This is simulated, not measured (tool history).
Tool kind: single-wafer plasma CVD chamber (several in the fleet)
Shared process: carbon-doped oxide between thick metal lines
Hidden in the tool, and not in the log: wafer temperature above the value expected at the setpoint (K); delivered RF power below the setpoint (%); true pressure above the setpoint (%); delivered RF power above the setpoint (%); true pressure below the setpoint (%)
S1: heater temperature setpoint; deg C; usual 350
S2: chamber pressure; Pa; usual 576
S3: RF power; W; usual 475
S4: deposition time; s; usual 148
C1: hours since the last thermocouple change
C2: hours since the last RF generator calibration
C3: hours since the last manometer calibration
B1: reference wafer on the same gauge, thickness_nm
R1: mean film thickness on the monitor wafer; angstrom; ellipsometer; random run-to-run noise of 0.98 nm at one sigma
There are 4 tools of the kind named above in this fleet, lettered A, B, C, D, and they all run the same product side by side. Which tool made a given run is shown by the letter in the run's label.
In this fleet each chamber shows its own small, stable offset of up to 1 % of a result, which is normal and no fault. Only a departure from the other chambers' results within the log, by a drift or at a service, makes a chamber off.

run	hour	S1	S2	S3	S4	C1	C2	C3	B1	R1
1B	2.4	350	576	475	148	1233.2	1036	841.6	670.19	7102.9
2A	5.6	350	576	475	148	1270	1778.3	1089.9	670.05	7080.9
3C	10.3	350	576	475	148	788	1408.2	630.1	670.24	7086.8
4D	12.8	350	576	475	148	1117.4	611.1	1966.7	670.45	7060.5
5D	16.2	350	576	475	148	1120.8	614.5	1970.1	670.54	7057.4
6B	18.8	350	576	475	148	1249.6	1052.4	858	670.67	7119.1
7A	23.3	350	576	475	148	1287.7	1796	1107.6	671.06	7061.9
8C	27.5	350	576	475	148	805.2	1425.4	647.3	670.89	7092.9
9D	31.7	350	576	475	148	1136.3	630	1985.6	671.36	7071.5
10C	36.9	350	576	475	148	814.6	1434.8	656.7	671.43	7101.6
11A	40.6	350	576	475	148	1305	1813.3	1124.9	671.45	7082.1
12B	43.6	350	576	475	148	1274.4	1077.2	882.8	671.4	7153.5
13B	45.8	350	576	475	148	1276.6	1079.4	885	671.99	7129.9
14D	48.5	350	576	475	148	1153.1	646.8	2002.4	671.84	7070.1
15C	53.4	350	576	475	148	831.1	1451.3	673.2	671.94	7097.7
16A	57.1	350	576	475	148	1321.5	1829.8	1141.4	672.1	7107.6
17C	59.5	358	576	475	148	837.2	1457.4	679.3	672.01	6978.5
18B	63	358	576	475	148	1293.8	1096.6	902.2	672.05	7018
19D	66	358	576	475	148	1170.6	664.3	2019.9	672.15	6932.5
20A	70.1	358	576	475	148	1334.5	1842.8	1154.4	672.48	6942
21C	74.6	350	576	475	148	852.3	1472.5	694.4	672.71	7112.6
22B	77	350	576	475	148	1307.8	1110.6	916.2	673.12	7139.5
23D	81.5	350	576	475	148	1186.1	679.8	2035.4	672.81	7086.8
24A	84.5	350	576	475	148	1348.9	1857.2	1168.8	673.18	7093.5
25A	89.1	350	576	475	148	1353.5	1861.8	1173.4	673.39	7102.3
26D	94	350	576	475	148	1198.6	692.3	2047.9	673.57	7074.6
27B	96.4	350	576	475	148	1327.2	1130	935.6	673.78	7168.6
28C	100.6	350	576	475	148	878.3	1498.5	720.4	673.65	7142.2
29C	103	350	576	475	148	880.7	1500.9	722.8	673.69	7149.5

Decide between three cases: one chamber stands off from its peers, the gauge reading all wafers drifts, or nothing is wrong past each chamber's small offset. Where a chamber is off, say which and what most likely put it there.

It is the gauge, not a chamber: its drift shows up in every chamber's results at once, and no chamber is off.
Most likely cause: gauge reads high (%) = 0.573.
